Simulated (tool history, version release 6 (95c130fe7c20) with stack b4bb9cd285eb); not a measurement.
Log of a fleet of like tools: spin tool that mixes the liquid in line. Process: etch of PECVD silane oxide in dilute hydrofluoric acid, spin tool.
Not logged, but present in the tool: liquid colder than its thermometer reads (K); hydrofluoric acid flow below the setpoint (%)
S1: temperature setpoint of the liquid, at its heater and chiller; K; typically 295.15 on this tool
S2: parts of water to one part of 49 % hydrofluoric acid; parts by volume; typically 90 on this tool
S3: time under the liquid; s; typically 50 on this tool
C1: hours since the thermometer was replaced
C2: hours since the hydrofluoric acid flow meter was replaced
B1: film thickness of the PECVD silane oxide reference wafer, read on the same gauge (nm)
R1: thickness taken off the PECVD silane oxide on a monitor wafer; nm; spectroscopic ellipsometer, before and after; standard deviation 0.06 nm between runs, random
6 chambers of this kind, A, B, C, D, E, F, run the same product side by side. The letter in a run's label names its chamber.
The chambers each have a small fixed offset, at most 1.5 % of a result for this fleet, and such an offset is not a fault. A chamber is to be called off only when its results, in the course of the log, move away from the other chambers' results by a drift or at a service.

run 1C hour=7.1 | S1=295.15 S2=90 S3=50 | C1=2114.5 C2=1367.9 | B1=89.979 | R1=13.5740
run 2D hour=13.3 | S1=295.15 S2=90 S3=50 | C1=804.5 C2=1750.8 | B1=89.997 | R1=13.5520
run 3B hour=21.1 | S1=295.15 S2=90 S3=50 | C1=803.7 C2=124.5 | B1=89.985 | R1=13.8820
run 4A hour=29.7 | S1=295.15 S2=90 S3=50 | C1=977.3 C2=1004.8 | B1=90.027 | R1=13.6140
run 5F hour=38.2 | S1=295.15 S2=90 S3=50 | C1=1248.8 C2=1479.3 | B1=89.972 | R1=13.5610
run 6E hour=45.4 | S1=295.15 S2=90 S3=50 | C1=1485.0 C2=664.5 | B1=89.997 | R1=13.4970
run 7E hour=50.7 | S1=290.65 S2=90 S3=50 | C1=1490.3 C2=669.8 | B1=89.986 | R1=11.1540
run 8A hour=60.3 | S1=290.65 S2=90 S3=50 | C1=1007.9 C2=1035.4 | B1=90.024 | R1=11.2660
run 9F hour=67.4 | S1=290.65 S2=90 S3=50 | C1=1278.0 C2=1508.5 | B1=90.000 | R1=11.2450
run 10D hour=72.6 | S1=290.65 S2=90 S3=50 | C1=863.8 C2=1810.1 | B1=89.999 | R1=11.1970
run 11B hour=78.6 | S1=290.65 S2=90 S3=50 | C1=861.2 C2=182.0 | B1=89.996 | R1=11.4700
run 12C hour=84.0 | S1=290.65 S2=90 S3=50 | C1=2191.4 C2=1444.8 | B1=90.017 | R1=11.3010
run 13D hour=90.3 | S1=295.15 S2=90 S3=50 | C1=881.5 C2=1827.8 | B1=89.980 | R1=13.4110
-- hour=92.7 chamber A: thermometer replaced
run 14A hour=96.0 | S1=295.15 S2=90 S3=50 | C1=3.3 C2=1071.1 | B1=89.979 | R1=13.6340
run 15E hour=106.2 | S1=295.15 S2=90 S3=50 | C1=1545.8 C2=725.3 | B1=89.983 | R1=13.4660
run 16C hour=116.4 | S1=295.15 S2=90 S3=40 | C1=2223.8 C2=1477.2 | B1=89.987 | R1=10.8380
run 17B hour=123.0 | S1=295.15 S2=90 S3=40 | C1=905.6 C2=226.4 | B1=89.982 | R1=11.0090
run 18F hour=133.0 | S1=295.15 S2=90 S3=40 | C1=1343.6 C2=1574.1 | B1=89.991 | R1=10.9350
run 19E hour=139.2 | S1=295.15 S2=90 S3=40 | C1=1578.8 C2=758.3 | B1=90.006 | R1=10.8880
run 20F hour=146.3 | S1=295.15 S2=90 S3=40 | C1=1356.9 C2=1587.4 | B1=90.015 | R1=10.9500
run 21D hour=153.7 | S1=295.15 S2=90 S3=40 | C1=944.9 C2=1891.2 | B1=90.030 | R1=10.8350
run 22A hour=160.7 | S1=295.15 S2=90 S3=50 | C1=68.0 C2=1135.8 | B1=89.998 | R1=13.2490
run 23C hour=169.6 | S1=295.15 S2=90 S3=50 | C1=2277.0 C2=1530.4 | B1=89.974 | R1=13.5950
run 24B hour=174.3 | S1=295.15 S2=90 S3=50 | C1=956.9 C2=277.7 | B1=89.998 | R1=13.8170
run 25C hour=181.4 | S1=295.15 S2=90 S3=50 | C1=2288.8 C2=1542.2 | B1=90.007 | R1=13.5180
run 26B hour=188.6 | S1=295.15 S2=90 S3=50 | C1=971.2 C2=292.0 | B1=89.992 | R1=13.7490
run 27D hour=197.3 | S1=295.15 S2=105 S3=80 | C1=988.5 C2=1934.8 | B1=89.969 | R1=18.2020
run 28A hour=202.5 | S1=295.15 S2=105 S3=80 | C1=109.8 C2=1177.6 | B1=90.019 | R1=17.8070
run 29E hour=210.8 | S1=295.15 S2=105 S3=80 | C1=1650.4 C2=829.9 | B1=90.017 | R1=18.3470
run 30F hour=219.6 | S1=295.15 S2=105 S3=80 | C1=1430.2 C2=1660.7 | B1=90.022 | R1=18.3800
run 31C hour=226.9 | S1=295.15 S2=105 S3=80 | C1=2334.3 C2=1587.7 | B1=89.985 | R1=18.2720
run 32F hour=231.7 | S1=295.15 S2=105 S3=80 | C1=1442.3 C2=1672.8 | B1=90.008 | R1=18.4050
run 33E hour=237.0 | S1=295.15 S2=90 S3=50 | C1=1676.6 C2=856.1 | B1=89.977 | R1=13.4810
run 34B hour=246.2 | S1=295.15 S2=130 S3=50 | C1=1028.8 C2=349.6 | B1=89.987 | R1=9.0879
run 35A hour=253.0 | S1=295.15 S2=130 S3=50 | C1=160.3 C2=1228.1 | B1=89.995 | R1=8.7167
run 36D hour=260.2 | S1=295.15 S2=130 S3=50 | C1=1051.4 C2=1997.7 | B1=89.978 | R1=8.8984
run 37A hour=266.1 | S1=295.15 S2=130 S3=50 | C1=173.4 C2=1241.2 | B1=89.997 | R1=8.6450
run 38F hour=273.3 | S1=295.15 S2=130 S3=50 | C1=1483.9 C2=1714.4 | B1=90.002 | R1=8.9651
-- hour=279.0 chamber E: thermometer replaced
run 39B hour=281.2 | S1=295.15 S2=130 S3=50 | C1=1063.8 C2=384.6 | B1=90.006 | R1=9.1150
run 40D hour=288.0 | S1=295.15 S2=90 S3=50 | C1=1079.2 C2=2025.5 | B1=89.986 | R1=13.5010
run 41C hour=294.4 | S1=295.15 S2=90 S3=50 | C1=2401.8 C2=1655.2 | B1=90.003 | R1=13.6740
run 42E hour=304.3 | S1=295.15 S2=90 S3=50 | C1=25.3 C2=923.4 | B1=90.030 | R1=13.5910
run 43B hour=313.0 | S1=295.15 S2=90 S3=50 | C1=1095.6 C2=416.4 | B1=89.970 | R1=13.6920

Is one chamber off against the others, does the gauge drift, or is nothing wrong? If a chamber is off, say which, and what the likeliest cause is.

Chamber A drifts away from the others.
Cause: hydrofluoric acid flow below the setpoint (%) = 5.31.

Here are 4 candidates for chamber A's next run, each the usual settings with a change, their results left as question marks. Which one brings its results back in line with what the others give on the usual settings?
Counts as in line when no further than this from what the other chambers average on the usual settings: R1 0.2100 nm
run 44A-1 hour=320.4 | S1=294.65 S2=90 S3=50 | R1=?
run 44A-2 hour=320.4 | S1=293.65 S2=90 S3=50 | R1=?
run 44A-3 hour=320.4 | S1=295.15 S2=85 S3=50 | R1=?
run 44A-4 hour=320.4 | S1=295.65 S2=90 S3=50 | R1=?

Average result of the remaining chambers running the usual settings: R1 13.5990 nm
run=44A-1 R1=12.5720
run=44A-2 R1=12.0640
run=44A-3 R1=13.6660
run=44A-4 R1=13.1020
44A-3 is the one that brings the chamber's results back in line with the other chambers.

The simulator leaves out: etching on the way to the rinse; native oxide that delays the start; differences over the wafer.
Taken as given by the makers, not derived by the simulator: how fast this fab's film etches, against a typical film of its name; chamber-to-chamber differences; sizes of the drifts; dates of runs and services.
